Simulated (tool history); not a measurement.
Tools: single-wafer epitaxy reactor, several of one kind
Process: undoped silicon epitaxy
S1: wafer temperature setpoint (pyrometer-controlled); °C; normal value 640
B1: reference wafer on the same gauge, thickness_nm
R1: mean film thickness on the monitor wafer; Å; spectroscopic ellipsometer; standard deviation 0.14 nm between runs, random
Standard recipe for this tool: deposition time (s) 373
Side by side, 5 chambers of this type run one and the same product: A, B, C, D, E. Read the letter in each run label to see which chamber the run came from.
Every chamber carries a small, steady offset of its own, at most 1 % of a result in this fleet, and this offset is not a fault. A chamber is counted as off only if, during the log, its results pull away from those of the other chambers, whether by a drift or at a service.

run 1E hour=4.9 | S1=640 deposition_time_(s)=373 | B1=47.996 | R1=499.85
run 2C hour=11.1 | S1=640 deposition_time_(s)=373 | B1=48.035 | R1=504.58
run 3B hour=15.5 | S1=640 deposition_time_(s)=373 | B1=48.012 | R1=501.33
run 4D hour=20.5 | S1=640 deposition_time_(s)=373 | B1=47.998 | R1=503.39
run 5A hour=28 | S1=640 deposition_time_(s)=373 | B1=48.035 | R1=499.78
run 6B hour=36.8 | S1=640 deposition_time_(s)=373 | B1=47.999 | R1=500.2
run 7C hour=44 | S1=640 deposition_time_(s)=373 | B1=47.969 | R1=504.33
run 8A hour=48.6 | S1=640 deposition_time_(s)=373 | B1=48.002 | R1=503.51
run 9E hour=53.5 | S1=640 deposition_time_(s)=373 | B1=47.973 | R1=501.18
run 10D hour=63.3 | S1=640 deposition_time_(s)=373 | B1=48.013 | R1=503.33
run 11B hour=73.4 | S1=640 deposition_time_(s)=373 | B1=48.008 | R1=502.81
run 12A hour=83.5 | S1=640 deposition_time_(s)=373 | B1=48.02 | R1=502.04
run 13E hour=90.6 | S1=640 deposition_time_(s)=373 | B1=47.979 | R1=496.52
run 14C hour=98.6 | S1=640 deposition_time_(s)=373 | B1=47.99 | R1=505.52
run 15D hour=105.9 | S1=626 deposition_time_(s)=319 | B1=47.978 | R1=315.04
run 16D hour=113 | S1=626 deposition_time_(s)=319 | B1=48.016 | R1=314.77
run 17B hour=117.7 | S1=626 deposition_time_(s)=319 | B1=47.989 | R1=312.82
run 18E hour=123 | S1=626 deposition_time_(s)=319 | B1=48.01 | R1=310.8
run 19A hour=133 | S1=626 deposition_time_(s)=319 | B1=48.002 | R1=313.04
run 20C hour=140.3 | S1=640 deposition_time_(s)=373 | B1=48.007 | R1=500.14
run 21A hour=145.4 | S1=640 deposition_time_(s)=373 | B1=48.041 | R1=500.42
run 22B hour=150.4 | S1=640 deposition_time_(s)=373 | B1=47.978 | R1=499.67
run 23D hour=159.9 | S1=640 deposition_time_(s)=373 | B1=47.985 | R1=504.64
run 24C hour=169.4 | S1=647 deposition_time_(s)=373 | B1=47.953 | R1=580.91
run 25E hour=179.4 | S1=647 deposition_time_(s)=373 | B1=48.013 | R1=581.93
run 26B hour=187 | S1=647 deposition_time_(s)=373 | B1=48.012 | R1=585.73
run 27A hour=194.6 | S1=647 deposition_time_(s)=373 | B1=47.972 | R1=582.25
run 28E hour=203.4 | S1=647 deposition_time_(s)=373 | B1=48.02 | R1=581.9
run 29C hour=208.3 | S1=640 deposition_time_(s)=373 | B1=47.987 | R1=497.3
run 30D hour=217.1 | S1=640 deposition_time_(s)=373 | B1=48.007 | R1=500.46
run 31E hour=225.1 | S1=640 deposition_time_(s)=373 | B1=48.005 | R1=498.2
run 32A hour=232.9 | S1=640 deposition_time_(s)=373 | B1=48.032 | R1=501.25
run 33D hour=241.7 | S1=640 deposition_time_(s)=373 | B1=48.02 | R1=503.45
run 34B hour=247.4 | S1=640 deposition_time_(s)=373 | B1=47.964 | R1=501.77
run 35C hour=254.9 | S1=640 deposition_time_(s)=373 | B1=48.034 | R1=493.57
run 36A hour=264.9 | S1=640 deposition_time_(s)=373 | B1=48.023 | R1=501.15
run 37E hour=273.7 | S1=640 deposition_time_(s)=373 | B1=48.027 | R1=501.57
run 38C hour=281.7 | S1=640 deposition_time_(s)=373 | B1=48.003 | R1=493.04
run 39B hour=287 | S1=640 deposition_time_(s)=373 | B1=47.994 | R1=500.88
run 40D hour=293.6 | S1=640 deposition_time_(s)=373 | B1=47.982 | R1=503.46
-- hour=297.3 chamber D: pyrometer calibrated
run 41E hour=301.3 | S1=640 deposition_time_(s)=373 | B1=47.954 | R1=499.78
run 42C hour=309.9 | S1=640 deposition_time_(s)=373 | B1=48.002 | R1=492.81
run 43D hour=319.7 | S1=640 deposition_time_(s)=373 | B1=47.992 | R1=500.85
run 44B hour=325.3 | S1=640 deposition_time_(s)=373 | B1=48.001 | R1=504.93

Each of the 5 chambers runs these same settings next. Fill in every chamber's results:
run 45A hour=332.5 | S1=640 deposition_time_(s)=404 | R1=?
run 45B hour=332.5 | S1=640 deposition_time_(s)=404 | R1=?
run 45C hour=332.5 | S1=640 deposition_time_(s)=404 | R1=?
run 45D hour=332.5 | S1=640 deposition_time_(s)=404 | R1=?
run 45E hour=332.5 | S1=640 deposition_time_(s)=404 | R1=?

run=45A R1=541.41
run=45B R1=540.99
run=45C R1=529.85
run=45D R1=541.97
run=45E R1=538.34

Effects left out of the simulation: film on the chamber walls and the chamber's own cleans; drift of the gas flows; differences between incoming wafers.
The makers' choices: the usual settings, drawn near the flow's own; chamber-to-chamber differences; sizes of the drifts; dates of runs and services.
